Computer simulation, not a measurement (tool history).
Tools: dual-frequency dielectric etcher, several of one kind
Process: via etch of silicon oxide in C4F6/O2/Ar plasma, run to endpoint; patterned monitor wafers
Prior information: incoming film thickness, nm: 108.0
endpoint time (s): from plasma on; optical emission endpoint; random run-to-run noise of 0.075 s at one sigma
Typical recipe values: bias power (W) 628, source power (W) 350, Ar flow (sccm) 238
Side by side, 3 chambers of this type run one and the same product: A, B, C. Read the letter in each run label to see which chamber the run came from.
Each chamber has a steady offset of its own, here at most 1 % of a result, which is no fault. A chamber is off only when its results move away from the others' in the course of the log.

run	day	bias power (W)	source power (W)	Ar flow (sccm)	endpoint time (s)
1B	0.475	628	350	238	21.984
2A	0.967	628	350	238	22.251
# day 1.183: chamber B: wet clean of the chamber
3C	1.246	628	350	238	22.315
4B	1.621	628	350	238	22.18
5A	2.025	628	350	238	22.222
6C	2.429	628	350	238	22.505
7B	2.9	628	350	238	22.113
8A	3.238	628	350	238	22.442
9C	3.65	628	350	238	22.538
10B	3.942	628	350	238	22.044
11C	4.292	628	350	238	22.461
12A	4.588	628	350	238	22.348
13A	4.875	628	350	238	22.288
14B	5.117	628	350	238	22.046
15C	5.429	628	350	238	22.505
16C	5.925	628	350	238	22.501
17B	6.45	628	350	238	22.05
18A	6.762	628	350	238	22.617
19A	7.175	628	350	238	22.529
20C	7.462	628	410	275	21.552
21B	7.762	628	410	275	21.224
22A	8.154	628	410	275	21.614
23B	8.642	628	350	238	22.06
24C	8.883	628	350	238	22.452
25A	9.112	628	350	238	22.668
26C	9.362	628	430	238	20.813
27B	9.658	628	430	238	20.411
28B	10.138	628	430	238	20.415
29A	10.375	628	350	238	22.634
30C	10.8	628	350	238	22.266
31C	11.125	628	350	238	22.442
32B	11.625	724	390	238	20.11
33A	12.062	724	390	238	20.675
34A	12.458	724	390	238	20.686
35B	12.954	628	350	238	22.057
36C	13.254	628	350	238	22.406
37C	13.7	743	350	238	21.114
38A	13.946	743	350	238	21.378
39B	14.267	743	350	238	20.691
40B	14.779	628	350	238	22.145
41C	15.1	718	350	238	21.346

Next, every chamber runs the same settings. What will each give?
42A	15.475	574	350	238	?
42B	15.475	574	350	238	?
42C	15.475	574	350	238	?

run	endpoint time (s)
42A	23.73
42B	22.795
42C	23.038
